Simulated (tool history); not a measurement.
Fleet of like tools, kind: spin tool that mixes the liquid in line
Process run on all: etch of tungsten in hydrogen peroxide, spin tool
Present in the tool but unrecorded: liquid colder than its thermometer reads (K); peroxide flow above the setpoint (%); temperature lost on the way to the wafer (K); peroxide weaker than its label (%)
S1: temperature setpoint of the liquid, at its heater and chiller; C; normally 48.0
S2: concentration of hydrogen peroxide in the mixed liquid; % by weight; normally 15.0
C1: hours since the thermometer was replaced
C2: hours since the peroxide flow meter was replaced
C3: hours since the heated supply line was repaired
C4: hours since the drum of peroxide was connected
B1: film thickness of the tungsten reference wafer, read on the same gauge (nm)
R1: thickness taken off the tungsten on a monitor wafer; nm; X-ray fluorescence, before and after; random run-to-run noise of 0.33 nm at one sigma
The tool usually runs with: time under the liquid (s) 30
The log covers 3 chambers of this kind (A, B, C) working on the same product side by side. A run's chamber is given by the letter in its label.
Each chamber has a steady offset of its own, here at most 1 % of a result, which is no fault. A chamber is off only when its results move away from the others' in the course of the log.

run 1C hour=10.3 | S1=48.0 S2=15.0 time_under_the_liquid_(s)=30 | C1=424.6 C2=181.7 C3=241.0 C4=195.5 | B1=100.000 | R1=61.396
run 2B hour=22.6 | S1=48.0 S2=15.0 time_under_the_liquid_(s)=30 | C1=504.7 C2=268.8 C3=2125.2 C4=514.0 | B1=100.010 | R1=62.020
run 3A hour=35.5 | S1=48.0 S2=15.0 time_under_the_liquid_(s)=30 | C1=243.5 C2=533.1 C3=941.5 C4=362.7 | B1=100.040 | R1=62.004
-- hour=44.8 chamber A: heated supply line repaired
run 4A hour=46.7 | S1=48.0 S2=15.0 time_under_the_liquid_(s)=30 | C1=254.7 C2=544.3 C3=1.9 C4=373.9 | B1=99.983 | R1=62.645
run 5C hour=56.5 | S1=48.0 S2=15.0 time_under_the_liquid_(s)=30 | C1=470.8 C2=227.9 C3=287.2 C4=241.7 | B1=100.020 | R1=61.782
run 6B hour=64.1 | S1=48.0 S2=15.0 time_under_the_liquid_(s)=30 | C1=546.2 C2=310.3 C3=2166.7 C4=555.5 | B1=100.020 | R1=62.110
run 7C hour=72.2 | S1=48.0 S2=15.0 time_under_the_liquid_(s)=30 | C1=486.5 C2=243.6 C3=302.9 C4=257.4 | B1=99.994 | R1=61.516
run 8B hour=79.1 | S1=48.0 S2=15.0 time_under_the_liquid_(s)=30 | C1=561.2 C2=325.3 C3=2181.7 C4=570.5 | B1=100.020 | R1=62.071
run 9A hour=87.5 | S1=48.0 S2=15.0 time_under_the_liquid_(s)=30 | C1=295.5 C2=585.1 C3=42.7 C4=414.7 | B1=99.990 | R1=61.914
run 10C hour=100.8 | S1=48.0 S2=15.0 time_under_the_liquid_(s)=30 | C1=515.1 C2=272.2 C3=331.5 C4=286.0 | B1=100.000 | R1=61.675
run 11B hour=114.2 | S1=48.0 S2=15.0 time_under_the_liquid_(s)=30 | C1=596.3 C2=360.4 C3=2216.8 C4=605.6 | B1=100.000 | R1=62.200
run 12A hour=123.3 | S1=38.5 S2=13.5 time_under_the_liquid_(s)=30 | C1=331.3 C2=620.9 C3=78.5 C4=450.5 | B1=99.980 | R1=32.709
run 13C hour=135.5 | S1=38.5 S2=13.5 time_under_the_liquid_(s)=30 | C1=549.8 C2=306.9 C3=366.2 C4=320.7 | B1=100.030 | R1=31.536
run 14A hour=146.5 | S1=38.5 S2=13.5 time_under_the_liquid_(s)=30 | C1=354.5 C2=644.1 C3=101.7 C4=473.7 | B1=100.010 | R1=32.597
run 15B hour=153.5 | S1=48.0 S2=15.0 time_under_the_liquid_(s)=30 | C1=635.6 C2=399.7 C3=2256.1 C4=644.9 | B1=100.010 | R1=61.991
run 16A hour=162.8 | S1=48.0 S2=15.0 time_under_the_liquid_(s)=30 | C1=370.8 C2=660.4 C3=118.0 C4=490.0 | B1=99.986 | R1=61.843
run 17B hour=174.5 | S1=48.0 S2=15.0 time_under_the_liquid_(s)=30 | C1=656.6 C2=420.7 C3=2277.1 C4=665.9 | B1=99.995 | R1=61.380
run 18C hour=180.8 | S1=48.0 S2=15.0 time_under_the_liquid_(s)=30 | C1=595.1 C2=352.2 C3=411.5 C4=366.0 | B1=99.986 | R1=61.069
run 19A hour=190.5 | S1=48.0 S2=12.0 time_under_the_liquid_(s)=30 | C1=398.5 C2=688.1 C3=145.7 C4=517.7 | B1=100.010 | R1=55.753
run 20C hour=197.0 | S1=48.0 S2=12.0 time_under_the_liquid_(s)=30 | C1=611.3 C2=368.4 C3=427.7 C4=382.2 | B1=99.959 | R1=54.459
run 21B hour=209.1 | S1=48.0 S2=12.0 time_under_the_liquid_(s)=30 | C1=691.2 C2=455.3 C3=2311.7 C4=700.5 | B1=100.020 | R1=54.877
run 22A hour=221.4 | S1=48.0 S2=15.0 time_under_the_liquid_(s)=30 | C1=429.4 C2=719.0 C3=176.6 C4=548.6 | B1=99.971 | R1=62.452
run 23C hour=235.1 | S1=48.0 S2=15.0 time_under_the_liquid_(s)=30 | C1=649.4 C2=406.5 C3=465.8 C4=420.3 | B1=99.969 | R1=61.512
run 24B hour=246.6 | S1=48.0 S2=12.0 time_under_the_liquid_(s)=30 | C1=728.7 C2=492.8 C3=2349.2 C4=738.0 | B1=100.030 | R1=53.954
run 25A hour=252.7 | S1=48.0 S2=12.0 time_under_the_liquid_(s)=30 | C1=460.7 C2=750.3 C3=207.9 C4=579.9 | B1=100.040 | R1=55.539
run 26C hour=262.5 | S1=48.0 S2=12.0 time_under_the_liquid_(s)=30 | C1=676.8 C2=433.9 C3=493.2 C4=447.7 | B1=100.010 | R1=54.951
run 27B hour=272.4 | S1=48.0 S2=15.0 time_under_the_liquid_(s)=45 | C1=754.5 C2=518.6 C3=2375.0 C4=763.8 | B1=99.995 | R1=90.869
run 28C hour=286.5 | S1=48.0 S2=15.0 time_under_the_liquid_(s)=45 | C1=700.8 C2=457.9 C3=517.2 C4=471.7 | B1=100.010 | R1=92.086
run 29A hour=294.2 | S1=48.0 S2=15.0 time_under_the_liquid_(s)=45 | C1=502.2 C2=791.8 C3=249.4 C4=621.4 | B1=99.989 | R1=94.463
run 30B hour=307.5 | S1=48.0 S2=15.0 time_under_the_liquid_(s)=30 | C1=789.6 C2=553.7 C3=2410.1 C4=798.9 | B1=100.010 | R1=60.160
run 31A hour=318.4 | S1=48.0 S2=15.0 time_under_the_liquid_(s)=30 | C1=526.4 C2=816.0 C3=273.6 C4=645.6 | B1=100.020 | R1=62.603
run 32C hour=326.4 | S1=48.0 S2=15.0 time_under_the_liquid_(s)=30 | C1=740.7 C2=497.8 C3=557.1 C4=511.6 | B1=100.010 | R1=61.662
run 33B hour=332.6 | S1=48.0 S2=15.0 time_under_the_liquid_(s)=30 | C1=814.7 C2=578.8 C3=2435.2 C4=824.0 | B1=99.995 | R1=59.359
run 34B hour=341.9 | S1=48.0 S2=15.0 time_under_the_liquid_(s)=30 | C1=824.0 C2=588.1 C3=2444.5 C4=833.3 | B1=99.993 | R1=59.947
run 35A hour=355.0 | S1=48.0 S2=15.0 time_under_the_liquid_(s)=30 | C1=563.0 C2=852.6 C3=310.2 C4=682.2 | B1=100.000 | R1=63.123
run 36C hour=366.7 | S1=51.5 S2=15.0 time_under_the_liquid_(s)=40 | C1=781.0 C2=538.1 C3=597.4 C4=551.9 | B1=99.972 | R1=102.510
-- hour=370.3 chamber B: new drum of peroxide connected
run 37A hour=378.9 | S1=51.5 S2=15.0 time_under_the_liquid_(s)=40 | C1=586.9 C2=876.5 C3=334.1 C4=706.1 | B1=100.000 | R1=102.710
run 38B hour=386.3 | S1=51.5 S2=15.0 time_under_the_liquid_(s)=40 | C1=868.4 C2=632.5 C3=2488.9 C4=16.0 | B1=100.010 | R1=97.085
run 39C hour=397.1 | S1=48.0 S2=15.0 time_under_the_liquid_(s)=30 | C1=811.4 C2=568.5 C3=627.8 C4=582.3 | B1=99.978 | R1=61.375
run 40A hour=403.9 | S1=48.0 S2=15.0 time_under_the_liquid_(s)=30 | C1=611.9 C2=901.5 C3=359.1 C4=731.1 | B1=100.010 | R1=62.855

All chambers now run identical settings, listed one chamber a line with results as question marks. What results will each chamber show?
run 41A hour=414.0 | S1=48.0 S2=15.0 time_under_the_liquid_(s)=30 | R1=?
run 41B hour=414.0 | S1=48.0 S2=15.0 time_under_the_liquid_(s)=30 | R1=?
run 41C hour=414.0 | S1=48.0 S2=15.0 time_under_the_liquid_(s)=30 | R1=?

run=41A R1=62.282
run=41B R1=58.699
run=41C R1=61.548

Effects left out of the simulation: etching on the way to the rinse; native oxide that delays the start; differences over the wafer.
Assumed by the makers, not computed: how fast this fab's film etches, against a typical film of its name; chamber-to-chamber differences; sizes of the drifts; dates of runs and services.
